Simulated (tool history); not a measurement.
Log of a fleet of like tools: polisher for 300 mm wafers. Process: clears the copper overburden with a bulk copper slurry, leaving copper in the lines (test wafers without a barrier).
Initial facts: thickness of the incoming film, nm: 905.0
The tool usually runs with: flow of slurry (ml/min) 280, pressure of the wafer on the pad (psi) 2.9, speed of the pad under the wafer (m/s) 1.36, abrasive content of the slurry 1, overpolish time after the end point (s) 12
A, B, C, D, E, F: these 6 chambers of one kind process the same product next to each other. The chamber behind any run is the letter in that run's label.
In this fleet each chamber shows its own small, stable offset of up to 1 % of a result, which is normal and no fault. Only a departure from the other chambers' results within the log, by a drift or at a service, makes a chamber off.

run     day  flow of slurry (ml/min)  pressure of the wafer on the pad (psi)  speed of the pad under the wafer (m/s)  abrasive content of the slurry  overpolish time after the end point (s)  time until the end point was called (s)  dishing of a wide line in a test structure (angstrom)
 1E   0.521                      280                                     2.9                                    1.36                               1                                       12                                   61.473                                                 940.21
      0.529  -- chamber E: slurry nozzle cleaned
      0.646  -- chamber A: slurry nozzle cleaned
      0.858  -- chamber D: slurry blender recalibrated
 2A   0.921                      280                                     2.9                                    1.36                               1                                       12                                   60.966                                                 942.94
      0.979  -- chamber F: worn pad replaced by a new one
      1.162  -- chamber E: worn pad replaced by a new one
 3C   1.196                      280                                     2.9                                    1.36                               1                                       12                                   60.777                                                 962.79
       1.45  -- chamber C: worn pad replaced by a new one
 4F   1.567                      280                                     2.9                                    1.36                               1                                       12                                   60.864                                                 933.78
 5D   1.829                      280                                     2.9                                    1.16                            1.25                                       12                                   67.149                                                 889.54
 6B   2.342                      280                                     2.9                                    1.16                            1.25                                       12                                   69.337                                                 886.97
 7D   2.775                      280                                     2.9                                    1.16                            1.25                                       12                                   68.877                                                 871.29
      2.958  -- chamber A: worn pad replaced by a new one
          3  -- chamber B: slurry blender recalibrated
 8E   3.092                      280                                     2.9                                    1.16                            1.25                                       12                                   70.249                                                 873.91
      3.108  -- chamber D: head pressure recalibrated
      3.262  -- chamber B: worn pad replaced by a new one
 9C     3.6                      280                                     2.9                                    1.16                            1.25                                       12                                   68.505                                                 869.69
      3.871  -- chamber B: slurry nozzle cleaned
10F   3.896                      280                                     2.9                                    1.16                            1.25                                       12                                   67.945                                                 864.61
      4.033  -- chamber D: slurry nozzle cleaned
11A   4.217                      280                                     2.9                                    1.36                               1                                       12                                   61.421                                                 943.67
      4.271  -- chamber E: worn pad replaced by a new one
      4.525  -- chamber D: worn pad replaced by a new one
12B   4.571                      280                                     2.9                                    1.36                               1                                        8                                   62.328                                                  705.4
      4.721  -- chamber C: worn pad replaced by a new one
13E   4.829                      280                                     2.9                                    1.36                               1                                        8                                   62.343                                                 727.24
14D   5.196                      280                                     2.9                                    1.36                               1                                        8                                   61.456                                                 701.76
      5.371  -- chamber F: worn pad replaced by a new one
        5.7  -- chamber D: slurry blender recalibrated
15F   5.746                      280                                     2.9                                    1.36                               1                                        8                                   62.364                                                 717.37
      5.875  -- chamber A: worn pad replaced by a new one
      5.888  -- chamber C: slurry nozzle cleaned
16A   6.038                      280                                     2.9                                    1.36                               1                                        8                                   60.807                                                 714.65
      6.146  -- chamber B: worn pad replaced by a new one
      6.279  -- chamber F: head pressure recalibrated
17C   6.283                      280                                     2.9                                    1.36                               1                                        8                                   61.576                                                 698.98
18B   6.592                      280                                     2.9                                    1.36                               1                                       12                                   62.835                                                 908.74
19A   7.146                      280                                     2.9                                    1.36                               1                                       12                                   60.491                                                 927.28
      7.233  -- chamber C: worn pad replaced by a new one
20F   7.546                      280                                     2.9                                    1.36                               1                                       12                                   67.801                                                 850.24
21E   8.054                      280                                     2.9                                    1.36                               1                                       12                                   61.802                                                 920.13
      8.058  -- chamber F: slurry blender recalibrated
      8.188  -- chamber E: worn pad replaced by a new one
        8.2  -- chamber F: slurry nozzle cleaned
22D     8.3                      280                                     2.9                                    1.36                               1                                       12                                   62.182                                                 926.73
      8.408  -- chamber A: worn pad replaced by a new one
23B   8.762                      280                                     2.9                                    1.36                               1                                       12                                   61.178                                                 932.15
24C   9.183                      280                                     2.9                                    1.36                               1                                       12                                   62.051                                                 952.96
25B     9.6                      280                                     2.9                                    1.36                               1                                       12                                   61.885                                                 935.86
      9.875  -- chamber B: worn pad replaced by a new one
      9.896  -- chamber C: worn pad replaced by a new one
      9.946  -- chamber F: worn pad replaced by a new one
26E  10.058                      280                                     2.9                                    1.36                               1                                       12                                   62.627                                                 976.22
     10.112  -- chamber A: slurry blender recalibrated
     10.125  -- chamber D: slurry blender recalibrated
     10.446  -- chamber D: worn pad replaced by a new one
27D  10.504                      280                                     2.9                                    1.36                            0.85                                       12                                   63.742                                                 906.61
28C  10.846                      280                                     2.9                                    1.36                            0.85                                       12                                   64.584                                                 932.11
29F  11.208                      280                                     2.9                                    1.36                            0.85                                       12                                   71.042                                                 833.75
     11.358  -- chamber A: worn pad replaced by a new one
     11.492  -- chamber E: worn pad replaced by a new one
30A  11.696                      280                                     2.9                                    1.36                            0.85                                       12                                   62.653                                                 926.98
31D  11.946                      280                                     2.9                                    1.36                            0.85                                       12                                    63.72                                                 936.16
32B  12.242                      280                                     2.9                                    1.36                            0.85                                       12                                   63.815                                                 924.48
     12.279  -- chamber E: slurry nozzle cleaned
33C  12.571                      280                                     2.9                                    1.36                               1                                       12                                    62.04                                                 943.58
34E  12.896                      280                                     2.9                                    1.36                               1                                       12                                   60.555                                                 954.03
     13.125  -- chamber C: worn pad replaced by a new one
35F  13.179                      280                                     2.9                                    1.36                               1                                       12                                   68.765                                                 859.67
36A  13.608                      280                                     2.9                                    1.36                               1                                       12                                   61.294                                                 971.37
37C  13.983                      280                                     2.9                                    1.36                               1                                       12                                   61.838                                                 972.15
     14.346  -- chamber E: slurry blender recalibrated
38E  14.392                      280                                     2.9                                    1.36                               1                                       12                                   61.855                                                 979.64

The same settings go to every chamber for the next run, one line per chamber below. Forecast the results for each:
39A  14.792                      280                                     2.9                                    1.36                             1.1                                       12                                        ?                                                      ?
39B  14.792                      280                                     2.9                                    1.36                             1.1                                       12                                        ?                                                      ?
39C  14.792                      280                                     2.9                                    1.36                             1.1                                       12                                        ?                                                      ?
39D  14.792                      280                                     2.9                                    1.36                             1.1                                       12                                        ?                                                      ?
39E  14.792                      280                                     2.9                                    1.36                             1.1                                       12                                        ?                                                      ?
39F  14.792                      280                                     2.9                                    1.36                             1.1                                       12                                        ?                                                      ?

run  time until the end point was called (s)  dishing of a wide line in a test structure (angstrom)
39A                                   60.644                                                 956.53
39B                                   59.998                                                 952.54
39C                                   60.086                                                 950.75
39D                                   59.473                                                 953.78
39E                                   60.625                                                 943.72
39F                                   66.889                                                 864.27
